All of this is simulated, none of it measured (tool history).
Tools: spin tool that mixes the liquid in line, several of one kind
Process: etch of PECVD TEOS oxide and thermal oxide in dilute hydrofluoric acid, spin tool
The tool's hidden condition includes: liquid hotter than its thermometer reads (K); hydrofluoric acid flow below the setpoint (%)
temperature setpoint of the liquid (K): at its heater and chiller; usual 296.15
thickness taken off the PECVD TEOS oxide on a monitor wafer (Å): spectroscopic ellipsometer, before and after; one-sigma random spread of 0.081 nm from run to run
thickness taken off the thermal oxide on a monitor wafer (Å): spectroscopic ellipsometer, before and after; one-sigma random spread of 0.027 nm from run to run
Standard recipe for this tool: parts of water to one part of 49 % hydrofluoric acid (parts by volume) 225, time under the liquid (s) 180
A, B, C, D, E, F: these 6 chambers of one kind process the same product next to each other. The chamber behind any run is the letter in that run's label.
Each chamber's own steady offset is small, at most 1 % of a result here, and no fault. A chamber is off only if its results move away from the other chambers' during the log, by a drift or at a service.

run   hour  temperature setpoint of the liquid (K)  parts of water to one part of 49 % hydrofluoric acid (parts by volume)  time under the liquid (s)  hours since the thermometer was replaced  hours since the hydrofluoric acid flow meter was replaced  read-back film thickness of the PECVD TEOS oxide reference wafer, read on the same gauge (nm)  read-back film thickness of the thermal oxide reference wafer, read on the same gauge (nm)  thickness taken off the PECVD TEOS oxide on a monitor wafer (Å)  thickness taken off the thermal oxide on a monitor wafer (Å)
 1E    8.1                                  296.15                                                                     225                        180                                       346                                                      966.8                                                                                         89.996                                                                                      80.014                                                           102.08                                                        32.494
 2D   19.9                                  296.15                                                                     225                        180                                     533.8                                                     1558.1                                                                                         90.014                                                                                       79.99                                                           103.37                                                        32.637
      27.8  -- chamber C: hydrofluoric acid flow meter replaced
 3A   28.4                                  296.15                                                                     225                        180                                    1725.4                                                      177.2                                                                                          89.96                                                                                      80.012                                                           104.52                                                        32.334
 4C   38.2                                  296.15                                                                     225                        180                                      55.5                                                       10.4                                                                                         90.002                                                                                      80.008                                                           102.81                                                        32.196
 5B   47.4                                  296.15                                                                     225                        180                                     364.5                                                      401.8                                                                                         89.992                                                                                      79.982                                                           103.43                                                        32.693
 6F   57.2                                  296.15                                                                     185                        115                                       549                                                     1626.1                                                                                         89.982                                                                                      79.976                                                           84.385                                                        26.613
 7C   66.1                                  296.15                                                                     185                        115                                      83.4                                                       38.3                                                                                         89.983                                                                                      79.983                                                           82.173                                                        26.097
 8A   72.5                                  296.15                                                                     185                        115                                    1769.5                                                      221.3                                                                                         89.965                                                                                       80.02                                                           83.997                                                        26.167
 9B   84.4                                  296.15                                                                     185                        115                                     401.5                                                      438.8                                                                                         89.983                                                                                      80.013                                                           84.059                                                        26.796
10E   96.4                                  296.15                                                                     185                        115                                     434.3                                                     1055.1                                                                                         89.991                                                                                      79.974                                                           84.384                                                        26.361
11F  106.6                                  296.15                                                                     185                        115                                     598.4                                                     1675.5                                                                                         89.974                                                                                      80.001                                                           83.736                                                        26.238
12D  112.6                                  296.15                                                                     225                        180                                     626.5                                                     1650.8                                                                                         89.984                                                                                      80.009                                                           103.94                                                        32.364
13F  121.2                                  296.15                                                                     225                        180                                       613                                                     1690.1                                                                                          90.03                                                                                      79.994                                                            103.2                                                        32.836
14D  132.6                                  296.15                                                                     225                        180                                     646.5                                                     1670.8                                                                                         89.981                                                                                       80.01                                                            102.5                                                        32.112
15A  140.3                                  296.15                                                                     225                        180                                    1837.3                                                      289.1                                                                                         89.985                                                                                      79.991                                                            104.8                                                        32.292
16E  148.1                                  296.15                                                                     225                        180                                       486                                                     1106.8                                                                                         90.006                                                                                      79.992                                                           104.26                                                        32.133
17C  156.2                                  296.15                                                                     225                        180                                     173.5                                                      128.4                                                                                          90.04                                                                                      80.015                                                            102.9                                                        32.423
18B  168.6                                  296.15                                                                     225                        180                                     485.7                                                        523                                                                                         89.985                                                                                      80.001                                                            105.3                                                        32.301
19A  176.3                                  298.15                                                                     225                        180                                    1873.3                                                      325.1                                                                                         89.994                                                                                      79.994                                                           111.75                                                        34.863
20C  185.2                                  298.15                                                                     225                        180                                     202.5                                                      157.4                                                                                         89.998                                                                                      80.009                                                           109.21                                                        34.511
21F  195.4                                  298.15                                                                     225                        180                                     687.2                                                     1764.3                                                                                         90.017                                                                                       79.99                                                           111.98                                                         35.11
22B  203.6                                  298.15                                                                     225                        180                                     520.7                                                        558                                                                                         90.048                                                                                      80.002                                                           111.59                                                        35.042
23E  213.5                                  298.15                                                                     225                        180                                     551.4                                                     1172.2                                                                                         90.006                                                                                       80.02                                                              111                                                         34.61
24D  224.5                                  298.15                                                                     225                        180                                     738.4                                                     1762.7                                                                                         89.989                                                                                      79.994                                                            111.5                                                        34.357
25A  234.1                                  296.15                                                                     225                        180                                    1931.1                                                      382.9                                                                                         90.019                                                                                      79.998                                                            103.2                                                        32.507
26E  242.4                                  296.15                                                                     225                        180                                     580.3                                                     1201.1                                                                                         90.022                                                                                       79.98                                                           103.72                                                        32.295
27B  255.6                                  296.15                                                                     225                        180                                     572.7                                                        610                                                                                         89.992                                                                                      80.003                                                           104.64                                                        32.368
28D  262.7                                  296.15                                                                     225                        180                                     776.6                                                     1800.9                                                                                         90.002                                                                                      79.992                                                           103.08                                                        32.253
29F    275                                  296.15                                                                     225                        180                                     766.8                                                     1843.9                                                                                         90.024                                                                                      79.995                                                           104.19                                                        32.609
30C  284.3                                  296.15                                                                     225                        180                                     301.6                                                      256.5                                                                                         89.997                                                                                      80.009                                                           102.41                                                        32.367
     289.5  -- chamber E: thermometer replaced
31B  294.8                                  296.15                                                                     225                        180                                     611.9                                                      649.2                                                                                         90.006                                                                                      79.991                                                           104.56                                                        32.713
       297  -- chamber A: hydrofluoric acid flow meter replaced
32E    306                                  296.15                                                                     315                        145                                      16.6                                                     1264.7                                                                                         89.984                                                                                      80.007                                                           54.157                                                        17.157
33A  313.5                                  296.15                                                                     315                        145                                    2010.5                                                       16.6                                                                                         89.976                                                                                      79.982                                                           55.405                                                        17.377
     319.7  -- chamber B: thermometer replaced
34D  323.6                                  296.15                                                                     315                        145                                     837.5                                                     1861.8                                                                                         89.999                                                                                      80.009                                                           54.617                                                         17.21
35F  331.8                                  296.15                                                                     315                        145                                     823.6                                                     1900.7                                                                                         89.972                                                                                      79.969                                                            54.69                                                        17.218
36C  340.7                                  296.15                                                                     315                        145                                       358                                                      312.9                                                                                         90.015                                                                                      80.005                                                           54.668                                                        17.248
37D  347.2                                  296.15                                                                     315                        145                                     861.1                                                     1885.4                                                                                         89.977                                                                                      79.985                                                           54.748                                                        17.239
38B  355.2                                  296.15                                                                     225                        180                                      35.5                                                      709.6                                                                                         90.049                                                                                      79.991                                                           103.73                                                        33.051
39A  366.8                                  296.15                                                                     225                        180                                    2063.8                                                       69.9                                                                                         90.035                                                                                      80.001                                                           104.78                                                        32.127
40F  373.8                                  296.15                                                                     225                        180                                     865.6                                                     1942.7                                                                                         90.003                                                                                      79.993                                                           104.17                                                        32.665
41C  384.7                                  296.15                                                                     225                        180                                       402                                                      356.9                                                                                         90.015                                                                                      79.994                                                           102.35                                                        31.852

Predict what each chamber gives when all 6 of them run the settings below next.
42A  394.1                                  294.65                                                                     225                        180                                                                                                                                                                                                                                                                                                                                                                ?                                                             ?
42B  394.1                                  294.65                                                                     225                        180                                                                                                                                                                                                                                                                                                                                                                ?                                                             ?
42C  394.1                                  294.65                                                                     225                        180                                                                                                                                                                                                                                                                                                                                                                ?                                                             ?
42D  394.1                                  294.65                                                                     225                        180                                                                                                                                                                                                                                                                                                                                                                ?                                                             ?
42E  394.1                                  294.65                                                                     225                        180                                                                                                                                                                                                                                                                                                                                                                ?                                                             ?
42F  394.1                                  294.65                                                                     225                        180                                                                                                                                                                                                                                                                                                                                                                ?                                                             ?

run  thickness taken off the PECVD TEOS oxide on a monitor wafer (Å)  thickness taken off the thermal oxide on a monitor wafer (Å)
42A                                                           99.179                                                        30.185
42B                                                           98.033                                                        30.444
42C                                                           98.776                                                        30.531
42D                                                           97.733                                                         30.24
42E                                                           97.611                                                        30.815
42F                                                           97.402                                                        30.595
